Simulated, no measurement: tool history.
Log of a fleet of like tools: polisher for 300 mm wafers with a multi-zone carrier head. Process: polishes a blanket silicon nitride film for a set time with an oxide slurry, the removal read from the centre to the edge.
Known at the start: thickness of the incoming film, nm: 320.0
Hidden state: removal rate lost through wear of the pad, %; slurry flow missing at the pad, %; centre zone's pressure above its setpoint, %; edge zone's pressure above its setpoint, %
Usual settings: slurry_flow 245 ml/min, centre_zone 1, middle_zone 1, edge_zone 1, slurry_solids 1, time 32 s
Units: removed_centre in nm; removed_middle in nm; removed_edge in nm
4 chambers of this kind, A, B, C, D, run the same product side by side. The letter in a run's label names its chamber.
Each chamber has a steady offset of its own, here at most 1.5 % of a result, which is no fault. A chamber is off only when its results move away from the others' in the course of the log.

| run | hour | slurry_flow | centre_zone | middle_zone | edge_zone | slurry_solids | time | wafers polished on this pad | hours since the slurry nozzle was cleaned | hours since the centre zone pressure was calibrated | hours since the edge zone pressure was calibrated | removed_centre | removed_middle | removed_edge |
|---|---|---|---|---|---|---|---|---|---|---|---|---|---|---|
|  | 3.8 | chamber D: worn pad replaced by a new one |
| 1B | 4.6 | 245 | 1 | 1 | 1 | 1 | 32 | 963 | 574.3 | 290.6 | 710.6 | 15.351 | 15.382 | 15.381 |
|  | 6.8 | chamber C: slurry nozzle cleaned |
|  | 11.3 | chamber A: worn pad replaced by a new one |
| 2A | 12.1 | 245 | 1 | 1 | 1 | 1 | 32 | 12 | 188.6 | 583.5 | 615.6 | 15.258 | 15.333 | 15.332 |
| 3D | 17.1 | 245 | 1 | 1 | 1 | 1 | 32 | 202 | 260.7 | 1502.7 | 929.1 | 15.634 | 15.012 | 14.873 |
|  | 19.6 | chamber C: worn pad replaced by a new one |
| 4C | 20.4 | 245 | 1 | 1 | 1 | 1 | 32 | 13 | 13.6 | 325.2 | 392.4 | 15.349 | 15.476 | 15.047 |
|  | 21.1 | chamber B: worn pad replaced by a new one |
| 5B | 25.6 | 245 | 1 | 1 | 0.91 | 0.8 | 32 | 68 | 595.3 | 311.6 | 731.6 | 13.576 | 13.521 | 12.974 |
| 6D | 30 | 245 | 1 | 1 | 0.91 | 0.8 | 32 | 398 | 273.6 | 1515.6 | 942 | 13.539 | 13.582 | 12.923 |
| 7A | 35.4 | 245 | 1 | 1 | 0.91 | 0.8 | 32 | 366 | 211.9 | 606.8 | 638.9 | 13.576 | 13.577 | 13.098 |
|  | 39.6 | chamber D: worn pad replaced by a new one |
| 8C | 39.8 | 245 | 1 | 1 | 0.91 | 0.8 | 32 | 307 | 33 | 344.6 | 411.8 | 13.851 | 14.07 | 13.023 |
| 9C | 43.9 | 245 | 1 | 1 | 1 | 1 | 32 | 370 | 37.1 | 348.7 | 415.9 | 15.65 | 15.423 | 15.089 |
| 10B | 51.2 | 245 | 1 | 1 | 1 | 1 | 32 | 457 | 620.9 | 337.2 | 757.2 | 15.052 | 15.136 | 15.213 |
| 11D | 55.1 | 245 | 1 | 1 | 1 | 1 | 32 | 236 | 298.7 | 1540.7 | 967.1 | 15.193 | 15.201 | 15.24 |
|  | 60 | chamber B: slurry nozzle cleaned |
| 12A | 61.9 | 245 | 1 | 1 | 1 | 1 | 32 | 768 | 238.4 | 633.3 | 665.4 | 15.091 | 15.219 | 15.311 |
|  | 65.3 | chamber A: worn pad replaced by a new one |
| 13B | 68.7 | 245 | 1 | 1 | 1 | 1 | 32 | 723 | 8.8 | 354.7 | 774.7 | 15.519 | 15.254 | 15.167 |
| 14C | 74.5 | 245 | 1 | 1 | 1 | 1 | 32 | 834 | 67.7 | 379.3 | 446.5 | 14.857 | 15.512 | 15.012 |
|  | 74.6 | chamber C: worn pad replaced by a new one |
| 15D | 79.5 | 245 | 1 | 1 | 1 | 1 | 32 | 606 | 323.1 | 1565.1 | 991.5 | 15.044 | 15.098 | 14.911 |
|  | 80.1 | chamber D: worn pad replaced by a new one |
|  | 82.5 | chamber D: slurry nozzle cleaned |
| 16A | 84.7 | 245 | 1 | 1 | 1 | 1 | 32 | 294 | 261.2 | 656.1 | 688.2 | 14.898 | 15.106 | 15.276 |
| 17D | 88.9 | 245 | 1 | 1 | 1 | 1 | 32 | 133 | 6.4 | 1574.5 | 1000.9 | 15.307 | 15.256 | 15.359 |
| 18B | 96.4 | 245 | 1 | 1 | 1 | 1 | 32 | 1143 | 36.5 | 382.4 | 802.4 | 15.528 | 15.296 | 14.988 |
|  | 97 | chamber B: worn pad replaced by a new one |
| 19A | 103.2 | 245 | 1 | 1 | 0.9 | 1 | 32 | 575 | 279.7 | 674.6 | 706.7 | 14.98 | 15.084 | 14.366 |
| 20C | 107.3 | 245 | 1 | 1 | 0.9 | 1 | 32 | 497 | 100.5 | 412.1 | 479.3 | 15.419 | 15.297 | 14.362 |
|  | 113.1 | chamber D: worn pad replaced by a new one |
| 21B | 113.8 | 245 | 1 | 1 | 0.9 | 1 | 32 | 255 | 53.9 | 399.8 | 819.8 | 14.821 | 15.501 | 14.245 |
|  | 117.7 | chamber A: centre zone pressure recalibrated |
| 22D | 121.2 | 245 | 1 | 1 | 0.9 | 1 | 32 | 123 | 38.7 | 1606.8 | 1033.2 | 15.007 | 15.091 | 14.263 |
|  | 121.6 | chamber A: worn pad replaced by a new one |
| 23C | 125.7 | 245 | 1 | 1 | 1 | 1 | 32 | 776 | 118.9 | 430.5 | 497.7 | 15.491 | 15.56 | 15.09 |
| 24A | 132 | 245 | 1.11 | 1.1 | 1 | 1 | 32 | 158 | 308.5 | 14.3 | 735.5 | 17.36 | 16.63 | 15.462 |
| 25D | 137 | 245 | 1.11 | 1.1 | 1 | 1 | 32 | 363 | 54.5 | 1622.6 | 1049 | 16.854 | 16.636 | 15.131 |

What goes on in this fleet: one chamber off, a drifting gauge, or nothing beyond the chambers' own small offsets? Name the chamber and the cause, if any.

No chamber stands off beyond its own small offset, and the gauge holds steady.
